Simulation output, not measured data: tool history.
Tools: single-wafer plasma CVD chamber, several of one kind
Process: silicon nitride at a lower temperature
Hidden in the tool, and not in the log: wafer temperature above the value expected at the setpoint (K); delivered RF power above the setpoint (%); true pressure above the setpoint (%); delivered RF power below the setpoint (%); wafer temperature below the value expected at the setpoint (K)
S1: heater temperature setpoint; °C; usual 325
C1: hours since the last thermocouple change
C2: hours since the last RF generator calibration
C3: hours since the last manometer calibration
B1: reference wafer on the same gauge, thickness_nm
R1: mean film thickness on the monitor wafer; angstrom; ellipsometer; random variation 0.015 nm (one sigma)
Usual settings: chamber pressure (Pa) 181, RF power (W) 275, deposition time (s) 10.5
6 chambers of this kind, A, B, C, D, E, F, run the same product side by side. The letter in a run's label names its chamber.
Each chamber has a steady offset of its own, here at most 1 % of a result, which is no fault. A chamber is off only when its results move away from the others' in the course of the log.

{"run": "1C", "day": 0.267, "S1": 325, "chamber pressure (Pa)": 181, "RF power (W)": 275, "deposition time (s)": 10.5, "C1": 1201.3, "C2": 1732.6, "C3": 1386.9, "B1": 9.5016, "R1": 112.12}
{"run": "2F", "day": 0.646, "S1": 325, "chamber pressure (Pa)": 181, "RF power (W)": 275, "deposition time (s)": 10.5, "C1": 1544.3, "C2": 1335.8, "C3": 1299.9, "B1": 9.502, "R1": 111.27}
{"run": "3D", "day": 1.033, "S1": 325, "chamber pressure (Pa)": 181, "RF power (W)": 275, "deposition time (s)": 10.5, "C1": 1370, "C2": 762.7, "C3": 230.9, "B1": 9.5066, "R1": 112.49}
{"run": "4E", "day": 1.275, "S1": 325, "chamber pressure (Pa)": 181, "RF power (W)": 275, "deposition time (s)": 10.5, "C1": 614.2, "C2": 307.9, "C3": 1149.1, "B1": 9.5054, "R1": 113.7}
{"day": 1.404, "done": "chamber A: capacitance manometer re-zeroed and calibrated"}
{"run": "5A", "day": 1.612, "S1": 325, "chamber pressure (Pa)": 181, "RF power (W)": 275, "deposition time (s)": 10.5, "C1": 1827.7, "C2": 854.2, "C3": 5, "B1": 9.5088, "R1": 113.21}
{"run": "6B", "day": 1.967, "S1": 331, "chamber pressure (Pa)": 199, "RF power (W)": 275, "deposition time (s)": 10.5, "C1": 1548.2, "C2": 999.7, "C3": 2832.8, "B1": 9.5092, "R1": 114.67}
{"run": "7C", "day": 2.329, "S1": 331, "chamber pressure (Pa)": 199, "RF power (W)": 275, "deposition time (s)": 10.5, "C1": 1250.8, "C2": 1782.1, "C3": 1436.4, "B1": 9.5103, "R1": 114.98}
{"day": 2.425, "done": "chamber C: thermocouple changed; heater temperature recalibrated"}
{"run": "8A", "day": 2.712, "S1": 331, "chamber pressure (Pa)": 199, "RF power (W)": 275, "deposition time (s)": 10.5, "C1": 1854.1, "C2": 880.6, "C3": 31.4, "B1": 9.5124, "R1": 115.61}
{"run": "9F", "day": 3.029, "S1": 331, "chamber pressure (Pa)": 199, "RF power (W)": 275, "deposition time (s)": 10.5, "C1": 1601.5, "C2": 1393, "C3": 1357.1, "B1": 9.5129, "R1": 114.08}
{"run": "10B", "day": 3.221, "S1": 331, "chamber pressure (Pa)": 199, "RF power (W)": 275, "deposition time (s)": 10.5, "C1": 1578.3, "C2": 1029.8, "C3": 2862.9, "B1": 9.515, "R1": 114.67}
{"day": 3.342, "done": "chamber A: RF generator calibrated"}
{"run": "11D", "day": 3.417, "S1": 331, "chamber pressure (Pa)": 199, "RF power (W)": 275, "deposition time (s)": 10.5, "C1": 1427.2, "C2": 819.9, "C3": 288.1, "B1": 9.5119, "R1": 115.06}
{"run": "12E", "day": 3.608, "S1": 325, "chamber pressure (Pa)": 181, "RF power (W)": 275, "deposition time (s)": 10.5, "C1": 670.2, "C2": 363.9, "C3": 1205.1, "B1": 9.5171, "R1": 113.9}
{"run": "13E", "day": 3.783, "S1": 337, "chamber pressure (Pa)": 181, "RF power (W)": 255, "deposition time (s)": 10.5, "C1": 674.4, "C2": 368.1, "C3": 1209.3, "B1": 9.5161, "R1": 107.36}
{"run": "14F", "day": 4.117, "S1": 337, "chamber pressure (Pa)": 181, "RF power (W)": 255, "deposition time (s)": 10.5, "C1": 1627.6, "C2": 1419.1, "C3": 1383.2, "B1": 9.5194, "R1": 105.28}
{"run": "15C", "day": 4.358, "S1": 337, "chamber pressure (Pa)": 181, "RF power (W)": 255, "deposition time (s)": 10.5, "C1": 46.4, "C2": 1830.8, "C3": 1485.1, "B1": 9.5194, "R1": 106.13}
{"run": "16A", "day": 4.729, "S1": 337, "chamber pressure (Pa)": 181, "RF power (W)": 255, "deposition time (s)": 10.5, "C1": 1902.5, "C2": 33.3, "C3": 79.8, "B1": 9.5221, "R1": 106.79}
{"day": 4.896, "done": "chamber B: capacitance manometer re-zeroed and calibrated"}
{"run": "17B", "day": 5.121, "S1": 337, "chamber pressure (Pa)": 181, "RF power (W)": 255, "deposition time (s)": 10.5, "C1": 1623.9, "C2": 1075.4, "C3": 5.5, "B1": 9.5224, "R1": 105.98}
{"run": "18D", "day": 5.421, "S1": 337, "chamber pressure (Pa)": 181, "RF power (W)": 255, "deposition time (s)": 10.5, "C1": 1475.3, "C2": 868, "C3": 336.2, "B1": 9.5245, "R1": 106.41}
{"run": "19A", "day": 5.625, "S1": 325, "chamber pressure (Pa)": 181, "RF power (W)": 275, "deposition time (s)": 10.5, "C1": 1924, "C2": 54.8, "C3": 101.3, "B1": 9.5237, "R1": 113.23}
{"run": "20F", "day": 6.0, "S1": 325, "chamber pressure (Pa)": 181, "RF power (W)": 275, "deposition time (s)": 10.5, "C1": 1672.8, "C2": 1464.3, "C3": 1428.4, "B1": 9.5285, "R1": 111.78}
{"run": "21E", "day": 6.271, "S1": 325, "chamber pressure (Pa)": 181, "RF power (W)": 305, "deposition time (s)": 10.5, "C1": 734.1, "C2": 427.8, "C3": 1269, "B1": 9.5264, "R1": 122.13}
{"run": "22D", "day": 6.521, "S1": 325, "chamber pressure (Pa)": 181, "RF power (W)": 305, "deposition time (s)": 10.5, "C1": 1501.7, "C2": 894.4, "C3": 362.6, "B1": 9.5292, "R1": 120.56}
{"run": "23B", "day": 6.883, "S1": 325, "chamber pressure (Pa)": 181, "RF power (W)": 305, "deposition time (s)": 10.5, "C1": 1666.2, "C2": 1117.7, "C3": 47.8, "B1": 9.5308, "R1": 120.51}
{"run": "24C", "day": 7.088, "S1": 325, "chamber pressure (Pa)": 181, "RF power (W)": 305, "deposition time (s)": 10.5, "C1": 111.9, "C2": 1896.3, "C3": 1550.6, "B1": 9.5338, "R1": 120.91}
{"run": "25B", "day": 7.271, "S1": 325, "chamber pressure (Pa)": 181, "RF power (W)": 305, "deposition time (s)": 10.5, "C1": 1675.5, "C2": 1127, "C3": 57.1, "B1": 9.5326, "R1": 120.43}
{"run": "26E", "day": 7.446, "S1": 325, "chamber pressure (Pa)": 181, "RF power (W)": 305, "deposition time (s)": 10.5, "C1": 762.3, "C2": 456, "C3": 1297.2, "B1": 9.5348, "R1": 122.32}
{"run": "27F", "day": 7.825, "S1": 325, "chamber pressure (Pa)": 181, "RF power (W)": 275, "deposition time (s)": 10.5, "C1": 1716.6, "C2": 1508.1, "C3": 1472.2, "B1": 9.5379, "R1": 111.67}
{"run": "28D", "day": 8.021, "S1": 325, "chamber pressure (Pa)": 181, "RF power (W)": 275, "deposition time (s)": 10.5, "C1": 1537.7, "C2": 930.4, "C3": 398.6, "B1": 9.5375, "R1": 112.95}
{"run": "29A", "day": 8.35, "S1": 325, "chamber pressure (Pa)": 181, "RF power (W)": 275, "deposition time (s)": 10.5, "C1": 1989.4, "C2": 120.2, "C3": 166.7, "B1": 9.5373, "R1": 113.29}
{"run": "30C", "day": 8.667, "S1": 325, "chamber pressure (Pa)": 181, "RF power (W)": 275, "deposition time (s)": 10.5, "C1": 149.8, "C2": 1934.2, "C3": 1588.5, "B1": 9.5389, "R1": 112.48}
{"run": "31C", "day": 9.008, "S1": 325, "chamber pressure (Pa)": 181, "RF power (W)": 275, "deposition time (s)": 10.5, "C1": 158, "C2": 1942.4, "C3": 1596.7, "B1": 9.5404, "R1": 112.89}
{"run": "32F", "day": 9.229, "S1": 325, "chamber pressure (Pa)": 181, "RF power (W)": 275, "deposition time (s)": 10.5, "C1": 1750.3, "C2": 1541.8, "C3": 1505.9, "B1": 9.5415, "R1": 111.87}
{"run": "33B", "day": 9.454, "S1": 325, "chamber pressure (Pa)": 181, "RF power (W)": 275, "deposition time (s)": 10.5, "C1": 1727.9, "C2": 1179.4, "C3": 109.5, "B1": 9.544, "R1": 112.47}
{"day": 9.708, "done": "chamber D: thermocouple changed; heater temperature recalibrated"}
{"run": "34E", "day": 9.742, "S1": 325, "chamber pressure (Pa)": 181, "RF power (W)": 275, "deposition time (s)": 10.5, "C1": 817.4, "C2": 511.1, "C3": 1352.3, "B1": 9.5429, "R1": 113.94}
{"run": "35A", "day": 10.133, "S1": 337, "chamber pressure (Pa)": 181, "RF power (W)": 275, "deposition time (s)": 10.5, "C1": 2032.2, "C2": 163, "C3": 209.5, "B1": 9.5425, "R1": 112.91}
{"run": "36D", "day": 10.471, "S1": 337, "chamber pressure (Pa)": 181, "RF power (W)": 275, "deposition time (s)": 10.5, "C1": 18.3, "C2": 989.2, "C3": 457.4, "B1": 9.5493, "R1": 112.49}
{"run": "37C", "day": 10.671, "S1": 337, "chamber pressure (Pa)": 181, "RF power (W)": 275, "deposition time (s)": 10.5, "C1": 197.9, "C2": 1982.3, "C3": 1636.6, "B1": 9.5505, "R1": 112.45}

Is one chamber off against the others, does the gauge drift, or is nothing wrong? If a chamber is off, say which, and what the likeliest cause is.

The gauge drifts, so all chambers seem to drift together. No chamber is off.
Cause: gauge reads high (%) = 0.53.
